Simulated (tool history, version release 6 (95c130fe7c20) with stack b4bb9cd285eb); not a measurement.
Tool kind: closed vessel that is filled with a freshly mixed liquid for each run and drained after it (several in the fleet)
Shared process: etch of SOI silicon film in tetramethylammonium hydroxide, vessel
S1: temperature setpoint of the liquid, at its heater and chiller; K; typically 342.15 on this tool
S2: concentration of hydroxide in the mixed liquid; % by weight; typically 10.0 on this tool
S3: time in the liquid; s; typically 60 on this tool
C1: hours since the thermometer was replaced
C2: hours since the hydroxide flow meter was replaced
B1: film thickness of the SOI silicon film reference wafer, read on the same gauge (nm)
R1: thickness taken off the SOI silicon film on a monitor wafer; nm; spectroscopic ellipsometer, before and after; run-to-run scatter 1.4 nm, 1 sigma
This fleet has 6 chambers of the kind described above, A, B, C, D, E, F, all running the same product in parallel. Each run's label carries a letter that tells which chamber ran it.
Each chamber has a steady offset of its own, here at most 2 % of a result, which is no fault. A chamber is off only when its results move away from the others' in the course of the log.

run	hour	S1	S2	S3	C1	C2	B1	R1
1B	8.2	342.15	10.0	60	713.8	533.4	110.00	385.58
2D	16.7	342.15	10.0	60	591.9	235.4	109.99	392.40
3F	25.0	342.15	10.0	60	1022.2	1137.1	110.00	385.77
4C	31.1	342.15	10.0	60	511.3	454.5	109.97	388.04
5E	37.9	342.15	7.5	60	886.1	912.8	109.97	430.35
6A	45.9	342.15	7.5	60	297.0	562.4	110.00	428.74
7B	51.5	342.15	7.5	60	757.1	576.7	109.99	423.38
8F	63.3	342.15	7.5	60	1060.5	1175.4	109.97	424.20
9D	71.2	342.15	7.5	60	646.4	289.9	110.01	433.51
10E	80.3	342.15	7.5	60	928.5	955.2	110.00	426.13
11A	87.2	342.15	10.0	60	338.3	603.7	109.98	387.74
12C	92.6	342.15	10.0	60	572.8	516.0	109.97	389.18
13B	103.5	349.65	8.5	60	809.1	628.7	110.02	626.61
14F	115.5	349.65	8.5	60	1112.7	1227.6	110.01	636.05
15D	121.5	349.65	8.5	60	696.7	340.2	110.01	640.88
16E	128.0	349.65	8.5	60	976.2	1002.9	110.03	638.75
17C	133.6	349.65	8.5	60	613.8	557.0	110.00	643.28
18A	139.1	349.65	8.5	60	390.2	655.6	109.99	632.50
19D	149.0	349.65	11.5	60	724.2	367.7	109.99	571.86
# hour 158.5: chamber B: hydroxide flow meter replaced
20C	160.7	349.65	11.5	60	640.9	584.1	110.03	574.27
# hour 162.5: chamber F: thermometer replaced
21F	171.2	349.65	11.5	60	8.8	1283.3	110.01	567.48
# hour 177.5: chamber C: thermometer replaced
22B	181.9	349.65	11.5	60	887.5	23.5	109.99	559.81
# hour 188.3: chamber E: hydroxide flow meter replaced
23E	192.0	349.65	11.5	60	1040.2	3.8	110.03	573.38
# hour 197.7: chamber D: hydroxide flow meter replaced
24A	202.1	349.65	11.5	60	453.2	718.6	109.99	566.87
25D	208.1	342.15	10.0	60	783.3	10.5	110.00	391.50
26F	217.1	342.15	10.0	60	54.7	1329.2	109.99	383.66
27A	224.6	342.15	10.0	60	475.7	741.1	109.99	385.46
28B	229.9	342.15	10.0	60	935.5	71.5	109.99	385.69
29C	237.8	342.15	10.0	60	60.3	661.2	110.00	387.93
30E	246.3	342.15	10.0	60	1094.5	58.1	110.00	388.54
31A	256.8	342.15	10.0	60	507.9	773.3	110.00	386.84
32E	267.2	342.15	10.0	60	1115.4	79.0	109.99	388.22
33F	274.6	342.15	10.0	60	112.2	1386.7	110.01	383.10
34B	280.8	342.15	10.0	60	986.4	122.4	110.02	386.32
35C	290.3	342.15	12.5	50	112.8	713.7	110.00	296.32
36D	301.4	342.15	12.5	50	876.6	103.8	109.96	301.49

Next, every chamber runs the same settings. What will each give?
37A	310.0	342.15	10.0	60				?
37B	310.0	342.15	10.0	60				?
37C	310.0	342.15	10.0	60				?
37D	310.0	342.15	10.0	60				?
37E	310.0	342.15	10.0	60				?
37F	310.0	342.15	10.0	60				?

run	R1
37A	385.76
37B	383.75
37C	388.39
37D	396.72
37E	387.19
37F	382.75

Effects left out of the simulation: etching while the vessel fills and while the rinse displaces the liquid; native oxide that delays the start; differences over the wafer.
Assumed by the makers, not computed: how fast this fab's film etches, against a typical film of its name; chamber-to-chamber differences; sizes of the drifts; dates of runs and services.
